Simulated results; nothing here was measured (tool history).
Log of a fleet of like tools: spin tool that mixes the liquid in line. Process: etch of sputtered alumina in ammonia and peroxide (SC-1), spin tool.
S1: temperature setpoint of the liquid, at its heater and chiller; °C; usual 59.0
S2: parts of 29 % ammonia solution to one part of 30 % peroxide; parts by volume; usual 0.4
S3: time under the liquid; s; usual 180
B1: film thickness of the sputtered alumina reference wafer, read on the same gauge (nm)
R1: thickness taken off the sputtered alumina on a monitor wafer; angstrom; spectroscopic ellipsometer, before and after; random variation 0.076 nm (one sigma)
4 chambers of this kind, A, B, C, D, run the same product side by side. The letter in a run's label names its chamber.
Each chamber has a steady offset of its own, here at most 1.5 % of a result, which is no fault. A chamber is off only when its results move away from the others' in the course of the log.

run	hour	S1	S2	S3	B1	R1
1D	9.5	59.0	0.4	180	100.000	109.790
2B	20.3	59.0	0.4	180	99.956	111.220
3C	29.6	59.0	0.4	180	99.997	110.760
4A	40.4	59.0	0.4	180	100.040	106.210
5C	53.0	59.0	0.4	275	99.970	167.730
6A	59.6	59.0	0.4	275	100.020	163.640
7B	66.4	59.0	0.4	275	100.000	168.340
# hour 69.5: chamber B: new drum of ammonia solution connected
8D	72.8	59.0	0.4	275	100.050	165.650
# hour 74.0: chamber C: new drum of ammonia solution connected
9C	81.3	59.0	0.4	180	100.010	109.480
10A	86.9	59.0	0.4	180	99.975	106.670
11B	93.9	59.0	0.4	180	99.987	111.580
12D	102.0	66.0	0.4	285	99.985	245.060
13B	114.5	66.0	0.4	285	100.020	247.040
14A	122.8	66.0	0.4	285	99.994	243.620
15C	135.0	66.0	0.4	285	100.010	247.380
16D	144.7	59.0	0.4	180	100.030	109.170
# hour 151.0: chamber D: heated supply line repaired
17A	155.3	66.5	0.4	130	99.987	114.320
18D	161.6	66.5	0.4	130	100.020	114.820
19B	172.4	66.5	0.4	130	100.020	115.840
20C	183.6	66.5	0.4	130	100.000	110.780
21C	191.8	59.0	0.4	180	100.010	104.840
22A	199.1	64.5	0.4	125	99.992	99.280
23B	209.2	64.5	0.4	125	99.983	102.350
24D	218.6	64.5	0.4	125	99.948	99.492
25C	227.9	64.5	0.4	125	100.010	95.884
26D	236.1	59.0	0.4	180	99.986	108.560
27A	241.6	59.0	0.4	180	99.989	108.020
28B	251.4	59.0	0.4	180	100.000	110.760
29B	259.8	59.0	0.4	180	99.999	110.040
30D	271.0	59.0	0.4	180	99.963	108.930
# hour 276.6: chamber D: new drum of ammonia solution connected
31C	280.2	59.0	0.4	180	99.999	103.490
32A	290.3	59.0	0.4	180	100.000	107.410
33D	301.2	59.0	0.4	180	99.986	109.840
34B	313.6	59.0	0.4	180	100.030	110.690

All 4 chambers run these settings next. Forecast each chamber's results:
35A	322.6	59.0	0.4	180		?
35B	322.6	59.0	0.4	180		?
35C	322.6	59.0	0.4	180		?
35D	322.6	59.0	0.4	180		?

run	R1
35A	107.860
35B	110.640
35C	104.040
35D	110.520
